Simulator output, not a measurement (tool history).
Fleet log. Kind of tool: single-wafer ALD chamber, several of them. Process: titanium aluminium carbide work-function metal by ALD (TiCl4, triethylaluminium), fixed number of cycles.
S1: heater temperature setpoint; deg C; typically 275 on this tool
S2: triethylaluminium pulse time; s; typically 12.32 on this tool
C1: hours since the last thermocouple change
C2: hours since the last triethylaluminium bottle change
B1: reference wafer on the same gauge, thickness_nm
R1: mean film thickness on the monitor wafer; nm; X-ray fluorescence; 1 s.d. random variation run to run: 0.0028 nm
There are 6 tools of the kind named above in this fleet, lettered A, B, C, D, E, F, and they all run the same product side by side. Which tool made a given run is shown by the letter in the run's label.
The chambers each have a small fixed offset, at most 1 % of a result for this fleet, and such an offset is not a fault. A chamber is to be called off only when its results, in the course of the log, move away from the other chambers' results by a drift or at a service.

{"run": "1E", "day": 0.604, "S1": 275, "S2": 12.32, "C1": 1763.9, "C2": 119.2, "B1": 1.5991, "R1": 1.8148}
{"day": 0.875, "done": "chamber F: thermocouple changed; heater temperature recalibrated"}
{"run": "2D", "day": 1.292, "S1": 275, "S2": 12.32, "C1": 1692.4, "C2": 1023.5, "B1": 1.5987, "R1": 1.8213}
{"run": "3C", "day": 1.858, "S1": 275, "S2": 12.32, "C1": 1727.8, "C2": 853.5, "B1": 1.5993, "R1": 1.8018}
{"run": "4A", "day": 2.204, "S1": 275, "S2": 12.32, "C1": 770.6, "C2": 453.1, "B1": 1.5988, "R1": 1.8145}
{"run": "5F", "day": 2.592, "S1": 275, "S2": 12.32, "C1": 41.2, "C2": 338.3, "B1": 1.5988, "R1": 1.8283}
{"run": "6B", "day": 3.058, "S1": 275, "S2": 12.32, "C1": 1480.5, "C2": 324.5, "B1": 1.5993, "R1": 1.7999}
{"run": "7C", "day": 3.542, "S1": 275, "S2": 12.32, "C1": 1768.2, "C2": 893.9, "B1": 1.5985, "R1": 1.8002}
{"run": "8A", "day": 4.175, "S1": 289, "S2": 8.31, "C1": 817.9, "C2": 500.4, "B1": 1.5978, "R1": 1.8456}
{"run": "9E", "day": 4.679, "S1": 289, "S2": 8.31, "C1": 1861.7, "C2": 217.0, "B1": 1.5979, "R1": 1.8555}
{"run": "10F", "day": 5.188, "S1": 289, "S2": 8.31, "C1": 103.5, "C2": 400.6, "B1": 1.5974, "R1": 1.8676}
{"run": "11D", "day": 5.488, "S1": 289, "S2": 8.31, "C1": 1793.1, "C2": 1124.2, "B1": 1.5975, "R1": 1.8488}
{"run": "12B", "day": 6.033, "S1": 289, "S2": 8.31, "C1": 1551.9, "C2": 395.9, "B1": 1.597, "R1": 1.8373}
{"day": 6.254, "done": "chamber D: thermocouple changed; heater temperature recalibrated"}
{"run": "13A", "day": 6.583, "S1": 289, "S2": 8.31, "C1": 875.7, "C2": 558.2, "B1": 1.5973, "R1": 1.8437}
{"run": "14C", "day": 7.008, "S1": 275, "S2": 12.32, "C1": 1851.4, "C2": 977.1, "B1": 1.5965, "R1": 1.7966}
{"run": "15B", "day": 7.317, "S1": 275, "S2": 12.32, "C1": 1582.7, "C2": 426.7, "B1": 1.596, "R1": 1.7986}
{"run": "16F", "day": 7.7, "S1": 275, "S2": 12.32, "C1": 163.8, "C2": 460.9, "B1": 1.5964, "R1": 1.8225}
{"day": 7.717, "done": "chamber D: triethylaluminium bottle replaced"}
{"run": "17E", "day": 8.121, "S1": 275, "S2": 12.32, "C1": 1944.3, "C2": 299.6, "B1": 1.5952, "R1": 1.8126}
{"run": "18D", "day": 8.671, "S1": 275, "S2": 12.32, "C1": 58.1, "C2": 23.0, "B1": 1.5956, "R1": 1.8201}
{"run": "19B", "day": 9.188, "S1": 275, "S2": 12.32, "C1": 1627.6, "C2": 471.6, "B1": 1.5957, "R1": 1.7973}
{"run": "20D", "day": 9.679, "S1": 275, "S2": 12.32, "C1": 82.3, "C2": 47.2, "B1": 1.5953, "R1": 1.8084}
{"run": "21E", "day": 10.196, "S1": 275, "S2": 12.32, "C1": 1994.1, "C2": 349.4, "B1": 1.595, "R1": 1.8083}
{"run": "22A", "day": 10.708, "S1": 275, "S2": 12.32, "C1": 974.7, "C2": 657.2, "B1": 1.5949, "R1": 1.8063}
{"run": "23F", "day": 11.325, "S1": 275, "S2": 12.32, "C1": 250.8, "C2": 547.9, "B1": 1.5945, "R1": 1.8253}
{"run": "24C", "day": 12.0, "S1": 275, "S2": 12.32, "C1": 1971.2, "C2": 1096.9, "B1": 1.5943, "R1": 1.7987}
{"day": 12.162, "done": "chamber C: triethylaluminium bottle replaced"}
{"run": "25C", "day": 12.588, "S1": 275, "S2": 12.32, "C1": 1985.3, "C2": 10.3, "B1": 1.5942, "R1": 1.801}
{"run": "26F", "day": 13.021, "S1": 275, "S2": 12.32, "C1": 291.5, "C2": 588.6, "B1": 1.5932, "R1": 1.8235}
{"run": "27B", "day": 13.4, "S1": 275, "S2": 12.32, "C1": 1728.7, "C2": 572.7, "B1": 1.5933, "R1": 1.7977}
{"run": "28E", "day": 14.029, "S1": 264, "S2": 14.17, "C1": 2086.1, "C2": 441.4, "B1": 1.5931, "R1": 1.7289}
{"run": "29D", "day": 14.529, "S1": 264, "S2": 14.17, "C1": 198.7, "C2": 163.6, "B1": 1.593, "R1": 1.7349}
{"day": 14.812, "done": "chamber B: thermocouple changed; heater temperature recalibrated"}
{"day": 14.858, "done": "chamber E: triethylaluminium bottle replaced"}
{"run": "30A", "day": 15.025, "S1": 264, "S2": 14.17, "C1": 1078.3, "C2": 760.8, "B1": 1.5929, "R1": 1.7222}
{"run": "31C", "day": 15.458, "S1": 264, "S2": 14.17, "C1": 2054.2, "C2": 79.2, "B1": 1.592, "R1": 1.7176}
{"run": "32B", "day": 15.958, "S1": 264, "S2": 14.17, "C1": 27.6, "C2": 634.1, "B1": 1.5922, "R1": 1.7135}
{"run": "33F", "day": 16.517, "S1": 264, "S2": 14.17, "C1": 375.4, "C2": 672.5, "B1": 1.5925, "R1": 1.7328}
{"run": "34D", "day": 16.954, "S1": 275, "S2": 12.32, "C1": 256.9, "C2": 221.8, "B1": 1.5918, "R1": 1.8094}
{"run": "35E", "day": 17.317, "S1": 275, "S2": 12.32, "C1": 2165.0, "C2": 59.1, "B1": 1.5919, "R1": 1.8102}
{"run": "36A", "day": 17.65, "S1": 275, "S2": 12.32, "C1": 1141.3, "C2": 823.8, "B1": 1.591, "R1": 1.8073}
{"run": "37E", "day": 18.233, "S1": 275, "S2": 12.32, "C1": 2187.0, "C2": 81.1, "B1": 1.5909, "R1": 1.8046}
{"run": "38D", "day": 18.742, "S1": 275, "S2": 12.32, "C1": 299.8, "C2": 264.7, "B1": 1.5905, "R1": 1.8096}
{"run": "39B", "day": 19.258, "S1": 275, "S2": 12.32, "C1": 106.8, "C2": 713.3, "B1": 1.5904, "R1": 1.7965}
{"run": "40F", "day": 19.633, "S1": 275, "S2": 12.32, "C1": 450.2, "C2": 747.3, "B1": 1.5906, "R1": 1.814}
{"run": "41A", "day": 20.067, "S1": 275, "S2": 12.32, "C1": 1199.3, "C2": 881.8, "B1": 1.5898, "R1": 1.803}

One chamber off, gauge drift, or nothing amiss beyond the chambers' own small offsets? If it is a chamber, which one, and what is the likeliest cause?

No chamber is off; the gauge reading every chamber's wafers drifts, which makes the whole fleet appear to move together.
Likeliest cause: gauge reads low (%) = 0.626.
